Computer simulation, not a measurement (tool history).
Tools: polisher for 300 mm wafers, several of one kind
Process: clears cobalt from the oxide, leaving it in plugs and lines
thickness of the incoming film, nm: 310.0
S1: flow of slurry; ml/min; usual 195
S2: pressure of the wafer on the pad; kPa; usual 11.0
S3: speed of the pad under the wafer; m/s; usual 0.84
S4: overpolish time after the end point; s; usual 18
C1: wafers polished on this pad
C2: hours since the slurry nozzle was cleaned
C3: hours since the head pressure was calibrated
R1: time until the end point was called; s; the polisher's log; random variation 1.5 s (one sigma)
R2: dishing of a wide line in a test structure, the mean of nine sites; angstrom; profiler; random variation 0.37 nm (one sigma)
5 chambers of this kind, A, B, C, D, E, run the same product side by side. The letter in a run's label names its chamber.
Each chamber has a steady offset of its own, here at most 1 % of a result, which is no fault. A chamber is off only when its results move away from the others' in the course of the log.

Run 1C, hour 12.2: usual settings; C1 617; C2 47.8; C3 373.6. Result: R1 100.290 s, R2 313.36 angstrom.
Run 2B, hour 21.3: usual settings; C1 536; C2 736.0; C3 485.2. Result: R1 97.498 s, R2 308.33 angstrom.
Run 3D, hour 30.2: usual settings; C1 393; C2 101.5; C3 639.2. Result: R1 98.416 s, R2 313.27 angstrom.
Run 4A, hour 43.6: usual settings; C1 1132; C2 97.5; C3 475.1. Result: R1 97.803 s, R2 303.95 angstrom.
At hour 45.4: chamber B: slurry nozzle cleaned.
At hour 47.1: chamber C: worn pad replaced by a new one.
At hour 52.6: chamber E: worn pad replaced by a new one.
Run 5E, hour 57.3: usual settings; C1 47; C2 514.9; C3 473.6. Result: R1 99.879 s, R2 314.59 angstrom.
At hour 61.4: chamber D: worn pad replaced by a new one.
Run 6A, hour 68.9: usual settings; C1 1382; C2 122.8; C3 500.4. Result: R1 102.660 s, R2 317.83 angstrom.
At hour 79.8: chamber E: head pressure recalibrated.
Run 7C, hour 81.0: usual settings; C1 336; C2 116.6; C3 442.4. Result: R1 99.424 s, R2 311.06 angstrom.
At hour 84.7: chamber A: worn pad replaced by a new one.
At hour 89.6: chamber B: worn pad replaced by a new one.
Run 8D, hour 93.8: usual settings; C1 321; C2 165.1; C3 702.8. Result: R1 100.490 s, R2 309.87 angstrom.
Run 9B, hour 104.9: usual settings; C1 151; C2 59.6; C3 568.8. Result: R1 99.749 s, R2 316.24 angstrom.
Run 10E, hour 114.3: usual settings; C1 612; C2 571.9; C3 34.5. Result: R1 100.400 s, R2 314.49 angstrom.
Run 11A, hour 123.9: usual settings; C1 389; C2 177.8; C3 555.4. Result: R1 98.397 s, R2 310.24 angstrom.
At hour 127.7: chamber D: worn pad replaced by a new one.
Run 12C, hour 133.8: usual settings; C1 860; C2 169.4; C3 495.2. Result: R1 104.250 s, R2 307.43 angstrom.
At hour 138.5: chamber C: worn pad replaced by a new one.
Run 13E, hour 141.2: usual settings; C1 879; C2 598.8; C3 61.4. Result: R1 99.112 s, R2 310.94 angstrom.
At hour 143.3: chamber E: worn pad replaced by a new one.
Run 14D, hour 155.0: usual settings; C1 271; C2 226.3; C3 764.0. Result: R1 100.600 s, R2 307.82 angstrom.
Run 15B, hour 164.2: usual settings but S1 260 ml/min, S3 0.96 m/s; C1 739; C2 118.9; C3 628.1. Result: R1 85.026 s, R2 331.29 angstrom.
Run 16B, hour 172.5: usual settings but S1 260 ml/min, S3 0.96 m/s; C1 822; C2 127.2; C3 636.4. Result: R1 84.120 s, R2 333.38 angstrom.
Run 17C, hour 185.3: usual settings but S1 260 ml/min, S3 0.96 m/s; C1 464; C2 220.9; C3 546.7. Result: R1 85.087 s, R2 328.23 angstrom.
At hour 191.1: chamber D: worn pad replaced by a new one.
Run 18D, hour 192.0: usual settings but S1 260 ml/min, S3 0.96 m/s; C1 8; C2 263.3; C3 801.0. Result: R1 83.655 s, R2 331.14 angstrom.
At hour 196.1: chamber E: slurry nozzle cleaned.
Run 19E, hour 206.2: usual settings but S1 260 ml/min, S3 0.96 m/s; C1 624; C2 10.2; C3 126.4. Result: R1 84.393 s, R2 334.24 angstrom.
Run 20A, hour 216.6: usual settings; C1 1308; C2 270.5; C3 648.1. Result: R1 98.419 s, R2 316.85 angstrom.
At hour 219.3: chamber C: worn pad replaced by a new one.
Run 21A, hour 223.5: usual settings but S1 235 ml/min, S2 13.8 kPa; C1 1376; C2 277.4; C3 655.0. Result: R1 76.545 s, R2 343.82 angstrom.
At hour 224.2: chamber A: worn pad replaced by a new one.
At hour 225.8: chamber E: worn pad replaced by a new one.
At hour 227.1: chamber B: worn pad replaced by a new one.
Run 22B, hour 235.5: usual settings but S1 235 ml/min, S2 13.8 kPa; C1 83; C2 190.2; C3 699.4. Result: R1 76.544 s, R2 357.71 angstrom.
Run 23D, hour 244.6: usual settings but S1 235 ml/min, S2 13.8 kPa; C1 530; C2 315.9; C3 853.6. Result: R1 77.138 s, R2 349.42 angstrom.
Run 24E, hour 253.7: usual settings but S1 235 ml/min, S2 13.8 kPa; C1 276; C2 57.7; C3 173.9. Result: R1 76.505 s, R2 346.44 angstrom.
Run 25C, hour 261.9: usual settings but S1 235 ml/min, S2 13.8 kPa; C1 422; C2 297.5; C3 623.3. Result: R1 80.232 s, R2 353.56 angstrom.
At hour 265.0: chamber A: slurry nozzle cleaned.
At hour 267.6: chamber D: worn pad replaced by a new one.
Run 26A, hour 270.0: usual settings but S2 12.4 kPa, S3 0.98 m/s; C1 454; C2 5.0; C3 701.5. Result: R1 76.646 s, R2 353.77 angstrom.
Run 27E, hour 282.5: usual settings but S2 12.4 kPa, S3 0.98 m/s; C1 562; C2 86.5; C3 202.7. Result: R1 76.885 s, R2 350.11 angstrom.
Run 28B, hour 289.4: usual settings but S2 12.4 kPa, S3 0.98 m/s; C1 618; C2 244.1; C3 753.3. Result: R1 75.473 s, R2 355.12 angstrom.
Run 29C, hour 302.3: usual settings but S2 12.4 kPa, S3 0.98 m/s; C1 822; C2 337.9; C3 663.7. Result: R1 74.059 s, R2 347.24 angstrom.
At hour 307.4: chamber C: worn pad replaced by a new one.
Run 30D, hour 312.4: usual settings but S2 12.4 kPa, S3 0.98 m/s; C1 444; C2 383.7; C3 921.4. Result: R1 75.010 s, R2 352.58 angstrom.
Run 31A, hour 322.4: usual settings; C1 974; C2 57.4; C3 753.9. Result: R1 101.430 s, R2 306.29 angstrom.
Run 32C, hour 332.1: usual settings; C1 245; C2 367.7; C3 693.5. Result: R1 99.247 s, R2 309.64 angstrom.
At hour 337.2: chamber D: worn pad replaced by a new one.
Run 33D, hour 339.7: usual settings; C1 25; C2 411.0; C3 948.7. Result: R1 99.366 s, R2 308.40 angstrom.

Is one chamber off against the others, does the gauge drift, or is nothing wrong? If a chamber is off, say which, and what the likeliest cause is.

No chamber stands off beyond its own small offset, and the gauge holds steady.
